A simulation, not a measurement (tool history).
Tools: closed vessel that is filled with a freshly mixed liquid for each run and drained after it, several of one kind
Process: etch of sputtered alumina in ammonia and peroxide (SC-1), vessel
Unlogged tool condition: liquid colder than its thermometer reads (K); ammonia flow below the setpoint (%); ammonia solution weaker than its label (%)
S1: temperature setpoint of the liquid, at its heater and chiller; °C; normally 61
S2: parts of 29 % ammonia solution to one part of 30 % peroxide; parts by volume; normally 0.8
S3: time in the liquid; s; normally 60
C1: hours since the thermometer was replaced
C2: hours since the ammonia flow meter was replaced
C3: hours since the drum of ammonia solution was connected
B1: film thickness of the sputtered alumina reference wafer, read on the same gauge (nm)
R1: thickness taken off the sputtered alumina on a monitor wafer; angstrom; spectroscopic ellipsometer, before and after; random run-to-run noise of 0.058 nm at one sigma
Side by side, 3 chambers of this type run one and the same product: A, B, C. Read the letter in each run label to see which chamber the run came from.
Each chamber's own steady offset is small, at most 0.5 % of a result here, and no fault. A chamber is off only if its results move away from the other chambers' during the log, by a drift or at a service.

Run 1C, hour 9.1: usual settings; C1 476.3; C2 1153.9; C3 61.2; B1 90.014. Result: R1 69.597 angstrom.
At hour 9.6: chamber B: ammonia flow meter replaced.
At hour 10.4: chamber B: new drum of ammonia solution connected.
Run 2B, hour 18.6: usual settings; C1 485.4; C2 9; C3 8.2; B1 90.011. Result: R1 69.156 angstrom.
Run 3A, hour 29.4: usual settings; C1 117.3; C2 1106.1; C3 703.7; B1 90.027. Result: R1 68.675 angstrom.
Run 4A, hour 41.4: usual settings; C1 129.3; C2 1118.1; C3 715.7; B1 90.022. Result: R1 69.316 angstrom.
Run 5B, hour 51.3: usual settings; C1 518.1; C2 41.7; C3 40.9; B1 90.059. Result: R1 69.612 angstrom.
Run 6C, hour 56.9: usual settings; C1 524.1; C2 1201.7; C3 109; B1 90.025. Result: R1 69.293 angstrom.
Run 7A, hour 68.7: usual settings; C1 156.6; C2 1145.4; C3 743; B1 90.007. Result: R1 68.774 angstrom.
Run 8C, hour 74.4: usual settings; C1 541.6; C2 1219.2; C3 126.5; B1 90.003. Result: R1 68.269 angstrom.
Run 9B, hour 86.4: usual settings but S3 45 s; C1 553.2; C2 76.8; C3 76; B1 90.02. Result: R1 52.357 angstrom.
Run 10B, hour 98: usual settings but S3 45 s; C1 564.8; C2 88.4; C3 87.6; B1 89.963. Result: R1 51.683 angstrom.
Run 11A, hour 110.1: usual settings but S3 45 s; C1 198; C2 1186.8; C3 784.4; B1 90.015. Result: R1 52.051 angstrom.
Run 12C, hour 118.2: usual settings; C1 585.4; C2 1263; C3 170.3; B1 90.027. Result: R1 67.677 angstrom.
Run 13A, hour 124: usual settings; C1 211.9; C2 1200.7; C3 798.3; B1 90.047. Result: R1 68.634 angstrom.
Run 14B, hour 131.1: usual settings; C1 597.9; C2 121.5; C3 120.7; B1 90.001. Result: R1 68.127 angstrom.
Run 15C, hour 140.5: usual settings; C1 607.7; C2 1285.3; C3 192.6; B1 90.054. Result: R1 65.574 angstrom.
Run 16B, hour 153: usual settings but S3 40 s; C1 619.8; C2 143.4; C3 142.6; B1 89.998. Result: R1 46.621 angstrom.
Run 17A, hour 164.8: usual settings but S3 40 s; C1 252.7; C2 1241.5; C3 839.1; B1 89.995. Result: R1 45.864 angstrom.
Run 18C, hour 173.7: usual settings but S3 40 s; C1 640.9; C2 1318.5; C3 225.8; B1 90.055. Result: R1 44.625 angstrom.
At hour 175.5: chamber A: new drum of ammonia solution connected.
At hour 177.1: chamber C: new drum of ammonia solution connected.
Run 19A, hour 182.5: usual settings; C1 270.4; C2 1259.2; C3 7; B1 90.008. Result: R1 68.552 angstrom.
Run 20B, hour 189.6: usual settings; C1 656.4; C2 180; C3 179.2; B1 89.995. Result: R1 69.803 angstrom.
Run 21C, hour 196.9: usual settings; C1 664.1; C2 1341.7; C3 19.9; B1 90.002. Result: R1 64.224 angstrom.
Run 22C, hour 208.6: usual settings but S1 67 °C; C1 675.8; C2 1353.4; C3 31.6; B1 89.976. Result: R1 88.083 angstrom.
Run 23B, hour 220.8: usual settings but S1 67 °C; C1 687.6; C2 211.2; C3 210.4; B1 90.014. Result: R1 95.214 angstrom.
Run 24A, hour 232.2: usual settings but S1 67 °C; C1 320.1; C2 1308.9; C3 56.7; B1 89.983. Result: R1 91.596 angstrom.
Run 25C, hour 241.6: usual settings; C1 708.8; C2 1386.4; C3 64.6; B1 90.029. Result: R1 65.335 angstrom.
Run 26B, hour 250.5: usual settings but S3 75 s; C1 717.3; C2 240.9; C3 240.1; B1 89.963. Result: R1 85.737 angstrom.

Does one chamber stand apart from the rest, does the shared gauge drift, or is all well apart from small per-chamber offsets? Give the chamber and the most likely cause, where there is one.

Little by little, chamber C moves away from the other chambers.
Most likely cause: liquid colder than its thermometer reads (K) = 1.45.

Which of the 4 candidates below, each the usual settings with something changed and its results left as question marks, puts chamber C back in line with what the other chambers give on the usual settings?
Maximum distance from the other chambers' mean on the usual settings for a result to count as in line: R1 2 angstrom
Run 27C-1, hour 259.7: usual settings but S1 60.5 °C. Result: R1 ?.
Run 27C-2, hour 259.7: usual settings but S1 62.5 °C. Result: R1 ?.
Run 27C-3, hour 259.7: usual settings but S3 55 s. Result: R1 ?.
Run 27C-4, hour 259.7: usual settings but S2 1 parts by volume. Result: R1 ?.

On the usual settings, the other chambers give on average: R1 69.083 angstrom
  run      R1
27C-1  62.339
27C-2  69.113
27C-3  58.637
27C-4  65.354
The answer is 27C-2, which returns the chamber to within the allowed miss of the others.

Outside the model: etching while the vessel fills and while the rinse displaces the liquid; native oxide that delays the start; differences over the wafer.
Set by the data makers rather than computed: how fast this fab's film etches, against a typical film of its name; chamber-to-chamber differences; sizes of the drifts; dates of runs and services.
